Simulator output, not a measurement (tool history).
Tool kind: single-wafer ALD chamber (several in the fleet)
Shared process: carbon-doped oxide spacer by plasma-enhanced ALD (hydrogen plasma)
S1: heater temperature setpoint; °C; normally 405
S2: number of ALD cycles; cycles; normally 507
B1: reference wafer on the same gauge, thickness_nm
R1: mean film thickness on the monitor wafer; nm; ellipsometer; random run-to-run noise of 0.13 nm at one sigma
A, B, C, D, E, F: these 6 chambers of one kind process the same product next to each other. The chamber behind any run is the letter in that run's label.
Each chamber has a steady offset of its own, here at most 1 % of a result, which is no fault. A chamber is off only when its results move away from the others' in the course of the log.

| run | hour | S1 | S2 | B1 | R1 |
|---|---|---|---|---|---|
| 1A | 8.9 | 405 | 507 | 24.516 | 25.106 |
| 2F | 14.9 | 405 | 507 | 24.499 | 24.994 |
| 3C | 24.5 | 405 | 507 | 24.512 | 25.244 |
| 4D | 33.9 | 405 | 507 | 24.470 | 24.961 |
| 5B | 40.8 | 405 | 507 | 24.507 | 24.956 |
| 6E | 47.2 | 405 | 507 | 24.498 | 24.713 |
| 7A | 55.1 | 405 | 507 | 24.513 | 24.960 |
| 8F | 62.6 | 394 | 559 | 24.501 | 28.311 |
| 9B | 67.9 | 394 | 559 | 24.552 | 28.143 |
| 10E | 76.2 | 394 | 559 | 24.474 | 27.670 |
| 11C | 80.6 | 394 | 559 | 24.460 | 28.135 |
| 12D | 88.0 | 394 | 559 | 24.532 | 27.901 |
| 13A | 95.2 | 394 | 559 | 24.508 | 28.180 |
| 14B | 105.4 | 405 | 507 | 24.496 | 24.882 |
| 15C | 110.1 | 405 | 507 | 24.492 | 24.996 |
| 16E | 119.1 | 398 | 585 | 24.509 | 29.054 |
| 17D | 124.6 | 398 | 585 | 24.463 | 29.211 |
| 18F | 134.2 | 398 | 585 | 24.474 | 29.417 |
| 19F | 142.3 | 398 | 585 | 24.527 | 29.106 |
| 20C | 149.2 | 398 | 585 | 24.509 | 29.502 |
|  | 157.1 | chamber C: thermocouple changed; heater temperature recalibrated |
| 21B | 158.9 | 398 | 585 | 24.522 | 29.202 |
| 22D | 164.5 | 405 | 507 | 24.484 | 24.921 |
| 23E | 173.9 | 405 | 507 | 24.475 | 24.656 |
| 24A | 180.2 | 405 | 507 | 24.507 | 25.104 |
| 25D | 187.1 | 405 | 507 | 24.501 | 25.025 |
| 26E | 192.6 | 405 | 507 | 24.492 | 24.870 |
| 27F | 200.6 | 405 | 507 | 24.502 | 24.850 |
| 28B | 210.7 | 397 | 569 | 24.508 | 28.554 |
| 29C | 216.2 | 397 | 569 | 24.502 | 28.884 |
| 30A | 222.0 | 397 | 569 | 24.504 | 28.469 |
| 31E | 228.0 | 397 | 569 | 24.514 | 28.176 |
| 32C | 235.0 | 397 | 569 | 24.467 | 28.504 |
| 33F | 244.8 | 397 | 569 | 24.487 | 28.865 |
| 34A | 250.6 | 405 | 408 | 24.506 | 19.903 |
| 35D | 258.3 | 405 | 408 | 24.535 | 20.086 |
| 36B | 263.2 | 405 | 408 | 24.501 | 20.161 |
| 37E | 270.7 | 405 | 408 | 24.504 | 19.839 |
| 38A | 276.6 | 405 | 408 | 24.512 | 19.882 |
| 39B | 284.3 | 405 | 408 | 24.525 | 20.170 |
| 40D | 294.0 | 405 | 507 | 24.497 | 25.270 |
| 41C | 301.0 | 405 | 507 | 24.516 | 24.979 |

Is one chamber off against the others, does the gauge drift, or is nothing wrong? If a chamber is off, say which, and what the likeliest cause is.

Neither any chamber nor the gauge drifts; the chambers differ only by their own small, steady offsets.
